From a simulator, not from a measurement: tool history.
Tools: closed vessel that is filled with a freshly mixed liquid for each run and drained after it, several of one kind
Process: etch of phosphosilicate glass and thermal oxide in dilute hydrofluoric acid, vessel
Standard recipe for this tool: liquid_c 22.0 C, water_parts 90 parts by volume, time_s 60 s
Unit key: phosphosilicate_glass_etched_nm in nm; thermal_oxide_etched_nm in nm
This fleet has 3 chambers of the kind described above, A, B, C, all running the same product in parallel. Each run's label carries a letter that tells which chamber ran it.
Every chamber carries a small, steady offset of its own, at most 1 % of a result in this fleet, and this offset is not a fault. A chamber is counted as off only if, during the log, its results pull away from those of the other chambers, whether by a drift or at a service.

| run | hour | liquid_c | water_parts | time_s | read-back film thickness of the phosphosilicate glass reference wafer, read on the same gauge (nm) | read-back film thickness of the thermal oxide reference wafer, read on the same gauge (nm) | phosphosilicate_glass_etched_nm | thermal_oxide_etched_nm |
|---|---|---|---|---|---|---|---|---|
| 1B | 5.2 | 22.0 | 90 | 60 | 139.99 | 110.04 | 59.994 | 2.9221 |
| 2C | 8.8 | 22.0 | 90 | 60 | 140.04 | 109.99 | 59.866 | 2.9418 |
| 3A | 13.6 | 22.0 | 90 | 60 | 139.99 | 110.01 | 60.741 | 2.8706 |
| 4A | 16.5 | 22.0 | 90 | 60 | 139.98 | 109.99 | 60.540 | 2.8775 |
| 5B | 20.2 | 22.0 | 90 | 60 | 140.00 | 109.99 | 60.052 | 2.8906 |
| 6C | 24.2 | 22.0 | 90 | 60 | 140.02 | 109.98 | 59.350 | 2.9325 |
| 7A | 29.0 | 22.0 | 90 | 60 | 140.01 | 110.00 | 59.869 | 2.8919 |
| 8B | 32.2 | 22.0 | 90 | 60 | 139.99 | 110.02 | 60.566 | 2.8906 |
| 9C | 35.5 | 22.0 | 90 | 60 | 140.01 | 110.00 | 59.977 | 2.9455 |
| 10C | 40.5 | 25.0 | 90 | 60 | 139.98 | 109.99 | 67.339 | 3.2928 |
| 11A | 45.0 | 25.0 | 90 | 60 | 140.06 | 110.02 | 68.916 | 3.3203 |
| 12B | 48.6 | 25.0 | 90 | 60 | 140.02 | 110.00 | 68.363 | 3.2992 |
| 13B | 53.1 | 22.0 | 90 | 60 | 139.98 | 110.00 | 61.371 | 2.9232 |
| 14A | 55.5 | 22.0 | 90 | 60 | 140.01 | 110.05 | 60.236 | 2.9353 |
| 15C | 59.5 | 19.5 | 90 | 60 | 139.99 | 109.98 | 54.103 | 2.6348 |
| 16A | 64.2 | 19.5 | 90 | 60 | 140.02 | 110.02 | 54.025 | 2.6189 |
| 17B | 68.8 | 19.5 | 90 | 60 | 140.01 | 109.99 | 54.181 | 2.6057 |
| 18C | 73.1 | 22.0 | 90 | 60 | 139.99 | 109.99 | 60.196 | 2.9314 |
| 19B | 76.2 | 22.0 | 130 | 60 | 139.97 | 110.00 | 40.338 | 1.9324 |
| 20A | 80.9 | 22.0 | 130 | 60 | 140.02 | 110.00 | 39.797 | 1.8881 |
| 21C | 83.5 | 22.0 | 130 | 60 | 140.00 | 109.98 | 39.785 | 1.9084 |
| 22B | 86.7 | 22.0 | 90 | 60 | 140.04 | 109.98 | 60.048 | 2.9213 |
| 23A | 91.9 | 22.0 | 90 | 60 | 140.03 | 109.98 | 60.378 | 2.9018 |

Decide between three cases: one chamber stands off from its peers, the gauge reading all wafers drifts, or nothing is wrong past each chamber's small offset. Where a chamber is off, say which and what most likely put it there.

No chamber is off and the gauge is stable; the differences are just each chamber's small, constant offset.

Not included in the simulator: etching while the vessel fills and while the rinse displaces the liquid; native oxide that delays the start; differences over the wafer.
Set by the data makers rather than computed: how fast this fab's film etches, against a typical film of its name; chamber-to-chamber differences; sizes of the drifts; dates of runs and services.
